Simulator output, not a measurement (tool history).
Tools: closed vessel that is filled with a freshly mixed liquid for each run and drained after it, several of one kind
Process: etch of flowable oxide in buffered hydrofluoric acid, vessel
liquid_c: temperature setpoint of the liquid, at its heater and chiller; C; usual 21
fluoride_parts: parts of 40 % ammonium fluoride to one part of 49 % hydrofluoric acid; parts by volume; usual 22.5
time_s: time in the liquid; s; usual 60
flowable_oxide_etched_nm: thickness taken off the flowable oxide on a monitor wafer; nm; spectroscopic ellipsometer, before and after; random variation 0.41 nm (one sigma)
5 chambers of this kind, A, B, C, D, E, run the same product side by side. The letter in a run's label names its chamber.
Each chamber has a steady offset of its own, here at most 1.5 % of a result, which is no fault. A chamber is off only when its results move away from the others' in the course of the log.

| run | day | liquid_c | fluoride_parts | time_s | read-back film thickness of the flowable oxide reference wafer, read on the same gauge (nm) | flowable_oxide_etched_nm |
|---|---|---|---|---|---|---|
| 1C | 0.275 | 21 | 22.5 | 60 | 129.99 | 84.12 |
| 2B | 0.604 | 21 | 22.5 | 60 | 130.04 | 82.341 |
| 3D | 0.871 | 21 | 22.5 | 60 | 129.97 | 83.32 |
| 4A | 1.133 | 21 | 22.5 | 60 | 129.98 | 83.262 |
|  | 1.225 | chamber D: thermometer replaced |
| 5E | 1.396 | 21 | 22.5 | 60 | 129.99 | 82.313 |
| 6C | 1.596 | 21 | 22.5 | 60 | 129.98 | 84.014 |
| 7E | 1.821 | 21 | 22.5 | 60 | 130.02 | 82.16 |
| 8D | 2.175 | 21 | 22.5 | 60 | 130.03 | 83.213 |
| 9B | 2.354 | 21 | 16 | 60 | 130.02 | 109.91 |
| 10A | 2.742 | 21 | 16 | 60 | 129.99 | 111.67 |
| 11D | 3.133 | 21 | 16 | 60 | 129.94 | 112.22 |
| 12C | 3.346 | 21 | 16 | 60 | 129.97 | 113.73 |
| 13E | 3.588 | 21 | 16 | 60 | 129.97 | 110.98 |
| 14B | 3.871 | 21 | 22.5 | 60 | 129.94 | 82.572 |
| 15A | 4.142 | 21 | 22.5 | 60 | 129.99 | 82.505 |
| 16B | 4.475 | 21 | 22.5 | 60 | 129.98 | 83.097 |
| 17D | 4.679 | 21 | 22.5 | 60 | 130.01 | 82.718 |
| 18E | 4.946 | 21 | 22.5 | 60 | 130.03 | 82.134 |
| 19A | 5.146 | 21 | 22.5 | 60 | 129.98 | 82.116 |
| 20C | 5.533 | 21 | 22.5 | 60 | 129.99 | 84.323 |
| 21C | 5.838 | 21 | 22.5 | 60 | 129.96 | 85.384 |
| 22E | 6.046 | 21 | 22.5 | 60 | 130.01 | 83.002 |
| 23D | 6.3 | 21 | 22.5 | 60 | 130.01 | 83.451 |
| 24A | 6.525 | 21 | 22.5 | 60 | 130.01 | 81.411 |
| 25B | 6.838 | 21 | 22.5 | 60 | 130.01 | 82.939 |
| 26C | 7.15 | 21 | 22.5 | 60 | 129.99 | 84.386 |
|  | 7.233 | chamber B: hydrofluoric acid flow meter replaced |
| 27B | 7.496 | 23 | 22.5 | 45 | 130.02 | 68.957 |
|  | 7.683 | chamber D: hydrofluoric acid flow meter replaced |
| 28A | 7.75 | 23 | 22.5 | 45 | 130.01 | 67.615 |
| 29E | 8.1 | 23 | 22.5 | 45 | 130.04 | 69.007 |
| 30D | 8.446 | 23 | 22.5 | 45 | 130 | 70.088 |
|  | 8.633 | chamber C: thermometer replaced |
| 31E | 8.65 | 23 | 22.5 | 45 | 130.03 | 69.632 |
| 32D | 8.867 | 21 | 22.5 | 60 | 130.02 | 83.627 |
| 33A | 9.133 | 21 | 22.5 | 60 | 129.99 | 80.989 |
| 34C | 9.45 | 21 | 22.5 | 60 | 130.02 | 83.601 |
| 35B | 9.704 | 21 | 22.5 | 60 | 129.98 | 82.215 |
| 36B | 9.95 | 21 | 22.5 | 60 | 130 | 82.451 |
| 37A | 10.208 | 21 | 22.5 | 60 | 130 | 80.494 |
| 38C | 10.55 | 21 | 22.5 | 60 | 129.98 | 84.311 |
| 39D | 10.929 | 21 | 22.5 | 60 | 129.97 | 83.629 |
| 40E | 11.279 | 21 | 22.5 | 60 | 130 | 82.647 |

Is one chamber off against the others, does the gauge drift, or is nothing wrong? If a chamber is off, say which, and what the likeliest cause is.

Chamber A drifts away from the others.
Cause: hydrofluoric acid flow below the setpoint (%) = 6.38.
The log may not tell that from: liquid colder than its thermometer reads (K).

Here are 4 candidates for chamber A's next run, each the usual settings with a change, their results left as question marks. Which one brings its results back in line with what the others give on the usual settings?
In line means no further than this from the other chambers' mean on the usual settings: flowable_oxide_etched_nm 1.5 nm
| 41A-1 | 11.562 | 21 | 22.5 | 65 |  | ? |
| 41A-2 | 11.562 | 21 | 21 | 60 |  | ? |
| 41A-3 | 11.562 | 20.5 | 23 | 60 |  | ? |
| 41A-4 | 11.562 | 19.5 | 22.5 | 60 |  | ? |

The other chambers' mean on the usual settings: flowable_oxide_etched_nm 83.06 nm
| run | flowable_oxide_etched_nm |
|---|---|
| 41A-1 | 86.436 |
| 41A-2 | 83.626 |
| 41A-3 | 76.431 |
| 41A-4 | 73.425 |
41A-2 brings the chamber back in line.
